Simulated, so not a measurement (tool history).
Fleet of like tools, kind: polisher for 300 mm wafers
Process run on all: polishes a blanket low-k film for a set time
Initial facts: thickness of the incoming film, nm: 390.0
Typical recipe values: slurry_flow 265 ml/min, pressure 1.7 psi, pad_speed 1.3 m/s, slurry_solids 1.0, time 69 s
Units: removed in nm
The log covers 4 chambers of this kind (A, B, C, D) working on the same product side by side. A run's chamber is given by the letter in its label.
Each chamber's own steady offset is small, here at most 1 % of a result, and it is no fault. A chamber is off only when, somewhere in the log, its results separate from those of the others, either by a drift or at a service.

run	hour	slurry_flow	pressure	pad_speed	slurry_solids	time	removed
# hour 4.9: chamber C: slurry blender recalibrated
1C	6.7	265	1.7	1.3	1.0	69	33.759
2D	12.3	265	1.7	1.3	1.0	69	33.311
# hour 16.0: chamber C: worn pad replaced by a new one
3A	20.2	265	1.7	1.3	1.0	69	33.697
# hour 25.4: chamber B: slurry nozzle cleaned
# hour 25.4: chamber A: worn pad replaced by a new one
4B	28.0	265	1.7	1.3	1.0	69	34.075
# hour 33.7: chamber D: worn pad replaced by a new one
5C	36.6	265	1.7	1.3	1.0	69	33.477
6D	43.7	265	1.7	1.3	1.0	69	34.245
# hour 49.1: chamber B: slurry blender recalibrated
# hour 49.6: chamber B: worn pad replaced by a new one
# hour 50.3: chamber D: conditioning disc replaced and pad reconditioned
7B	50.5	300	2.1	1.3	1.0	69	42.184
# hour 53.9: chamber A: conditioning disc replaced and pad reconditioned
8A	56.0	300	2.1	1.3	1.0	69	41.898
9B	59.8	300	2.1	1.3	1.0	69	42.284
10D	63.7	300	2.1	1.3	1.0	69	42.667
11A	68.4	265	1.7	1.3	1.0	69	33.262
# hour 75.2: chamber C: worn pad replaced by a new one
12C	76.9	265	1.7	1.3	1.0	69	33.248
# hour 78.8: chamber A: worn pad replaced by a new one
# hour 81.6: chamber D: head pressure recalibrated
13A	84.4	265	1.7	1.3	1.0	69	33.542
14D	92.6	265	1.7	1.3	1.0	69	37.883
# hour 97.4: chamber D: worn pad replaced by a new one
15C	99.5	265	1.7	1.3	1.0	69	33.792
# hour 102.4: chamber B: worn pad replaced by a new one
16B	103.8	265	1.7	1.3	1.0	69	33.811
17C	109.7	265	1.7	1.3	1.0	69	33.328
# hour 110.1: chamber A: slurry blender recalibrated
# hour 112.8: chamber B: conditioning disc replaced and pad reconditioned
18D	114.2	265	1.7	1.3	1.0	69	37.983
19A	119.7	265	1.7	1.3	1.0	69	33.828
# hour 122.3: chamber A: worn pad replaced by a new one
20B	123.7	265	1.7	1.3	1.0	69	34.326
# hour 128.1: chamber C: worn pad replaced by a new one
21D	131.1	325	1.7	1.3	1.0	87	48.861
22A	135.7	325	1.7	1.3	1.0	87	43.555
23C	140.4	325	1.7	1.3	1.0	87	42.916
24B	144.3	325	1.7	1.3	1.0	87	43.434
25C	151.3	265	1.7	1.3	1.0	69	34.012
# hour 152.1: chamber D: slurry nozzle cleaned
# hour 153.8: chamber B: worn pad replaced by a new one
26B	159.8	235	1.7	1.3	0.8	69	29.933
# hour 165.2: chamber A: worn pad replaced by a new one
# hour 166.0: chamber D: worn pad replaced by a new one
# hour 167.1: chamber A: conditioning disc replaced and pad reconditioned
27A	167.4	235	1.7	1.3	0.8	69	29.961
28D	172.6	235	1.7	1.3	0.8	69	33.656
29A	176.8	235	1.7	1.3	0.8	69	29.994
# hour 178.7: chamber B: slurry blender recalibrated
# hour 183.3: chamber C: worn pad replaced by a new one
30D	184.9	265	1.7	1.3	1.0	69	37.970
31C	192.5	315	1.7	1.6	1.0	69	41.167
32B	201.3	315	1.7	1.6	1.0	69	39.816
# hour 207.1: chamber B: worn pad replaced by a new one
33B	207.5	315	1.7	1.6	1.0	69	39.728
34C	211.9	315	1.7	1.6	1.0	69	40.384
# hour 214.7: chamber A: worn pad replaced by a new one
35A	219.7	265	1.7	1.3	1.0	69	33.682
# hour 220.3: chamber D: slurry blender recalibrated
36D	225.2	265	1.7	1.3	1.0	69	37.025
# hour 231.9: chamber D: worn pad replaced by a new one
37D	233.2	265	1.7	1.3	1.0	69	37.612
38B	238.0	265	1.7	1.3	1.0	69	34.005
39A	244.6	265	1.7	1.3	1.0	69	33.701
# hour 245.9: chamber C: worn pad replaced by a new one
40C	249.4	265	1.7	1.3	1.0	69	33.403

Each of the 4 chambers runs these same settings next. Fill in every chamber's results:
41A	255.8	265	1.7	1.3	1.0	69	?
41B	255.8	265	1.7	1.3	1.0	69	?
41C	255.8	265	1.7	1.3	1.0	69	?
41D	255.8	265	1.7	1.3	1.0	69	?

run	removed
41A	33.683
41B	33.839
41C	33.922
41D	37.742
